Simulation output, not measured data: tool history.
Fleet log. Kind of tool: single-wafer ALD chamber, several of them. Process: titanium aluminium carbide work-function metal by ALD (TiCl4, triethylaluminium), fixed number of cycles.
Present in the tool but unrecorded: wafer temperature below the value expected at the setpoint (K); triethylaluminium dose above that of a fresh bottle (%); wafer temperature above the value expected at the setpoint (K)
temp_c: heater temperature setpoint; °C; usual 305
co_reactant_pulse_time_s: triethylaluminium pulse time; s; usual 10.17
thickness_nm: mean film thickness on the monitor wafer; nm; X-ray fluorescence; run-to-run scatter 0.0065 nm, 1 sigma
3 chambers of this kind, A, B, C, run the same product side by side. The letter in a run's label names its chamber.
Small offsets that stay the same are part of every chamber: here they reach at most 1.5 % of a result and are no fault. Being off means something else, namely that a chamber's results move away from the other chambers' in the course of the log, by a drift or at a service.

run    day  temp_c  co_reactant_pulse_time_s  hours since the last thermocouple change  hours since the last triethylaluminium bottle change  read-back reference wafer on the same gauge, thickness_nm  thickness_nm
 1C  0.171     305                     10.17                                     261.2                                                 955.4                                                     1.9996        2.0657
 2B  0.300     305                     10.17                                    1014.5                                                 194.2                                                     2.0012        2.0636
 3A  0.508     305                     10.17                                     885.4                                                 120.1                                                     2.0019        2.0419
 4B  0.650     305                     10.17                                    1022.9                                                 202.6                                                     1.9994        2.0527
 5C  0.746     305                     10.17                                     275.0                                                 969.2                                                     1.9995        2.0687
 6A  0.858     305                     10.17                                     893.8                                                 128.5                                                     1.9999        2.0302
 7B  1.008     305                     10.17                                    1031.5                                                 211.2                                                     1.9998        2.0720
 8C  1.150     305                     10.17                                     284.7                                                 978.9                                                     1.9995        2.0568
 9A  1.262     305                     10.17                                     903.5                                                 138.2                                                     1.9996        2.0397
10A  1.454     305                     10.17                                     908.1                                                 142.8                                                     2.0003        2.0231
11C  1.604     305                     10.17                                     295.6                                                 989.8                                                     1.9996        2.0549
12B  1.779     305                     10.17                                    1050.0                                                 229.7                                                     1.9993        2.0712
13B  1.929     305                     10.17                                    1053.6                                                 233.3                                                     2.0001        2.0599
14C  2.083     305                     10.17                                     307.1                                                1001.3                                                     1.9993        2.0533
15A  2.196     305                     10.17                                     925.9                                                 160.6                                                     2.0001        2.0301
16C  2.354     294                      7.02                                     313.6                                                1007.8                                                     1.9996        1.8406
17B  2.512     294                      7.02                                    1067.6                                                 247.3                                                     2.0020        1.8576
18A  2.617     294                      7.02                                     936.0                                                 170.7                                                     2.0016        1.8255
19C  2.779     305                     10.17                                     323.8                                                1018.0                                                     2.0001        2.0565
20B  2.983     305                     10.17                                    1078.9                                                 258.6                                                     1.9973        2.0634
21A  3.175     305                     10.17                                     949.4                                                 184.1                                                     1.9988        2.0299
22B  3.304     305                     10.17                                    1086.6                                                 266.3                                                     1.9988        2.0710
23C  3.446     298                     10.17                                     339.8                                                1034.0                                                     1.9998        1.9925
24A  3.646     298                     10.17                                     960.7                                                 195.4                                                     1.9988        1.9790
25A  3.817     298                     10.17                                     964.8                                                 199.5                                                     1.9990        1.9704
26B  3.983     305                     10.17                                    1102.9                                                 282.6                                                     1.9992        2.0731
27C  4.108     305                      8.28                                     355.7                                                1049.9                                                     1.9990        2.0013
28C  4.304     305                      8.28                                     360.4                                                1054.6                                                     1.9991        2.0076
29B  4.442     305                      8.28                                    1113.9                                                 293.6                                                     2.0009        2.0186
30A  4.571     298                     13.86                                     982.9                                                 217.6                                                     2.0009        2.0117
31B  4.779     298                     13.86                                    1122.0                                                 301.7                                                     2.0000        2.0462
32A  4.912     298                     13.86                                     991.1                                                 225.8                                                     1.9994        2.0160
33C  5.112     305                     10.17                                     379.8                                                1074.0                                                     2.0000        2.0591
34A  5.321     305                     10.17                                    1000.9                                                 235.6                                                     1.9987        2.0329
35C  5.417     293                      7.02                                     387.1                                                1081.3                                                     1.9994        1.8436
36B  5.550     293                      7.02                                    1140.5                                                 320.2                                                     1.9989        1.8408
37B  5.717     293                      7.02                                    1144.5                                                 324.2                                                     2.0004        1.8444
38C  5.892     317                      7.06                                     398.5                                                1092.7                                                     2.0000        2.0287
39A  6.067     317                      7.06                                    1018.8                                                 253.5                                                     1.9994        2.0156
40A  6.179     317                      7.06                                    1021.5                                                 256.2                                                     1.9990        2.0175
41C  6.371     305                     14.13                                     410.0                                                1104.2                                                     2.0013        2.0926

All 3 chambers run these settings next. Forecast each chamber's results:
42A  6.525     305                     10.17                                                                                                                                                                        ?
42B  6.525     305                     10.17                                                                                                                                                                        ?
42C  6.525     305                     10.17                                                                                                                                                                        ?

run  thickness_nm
42A        2.0238
42B        2.0796
42C        2.0561
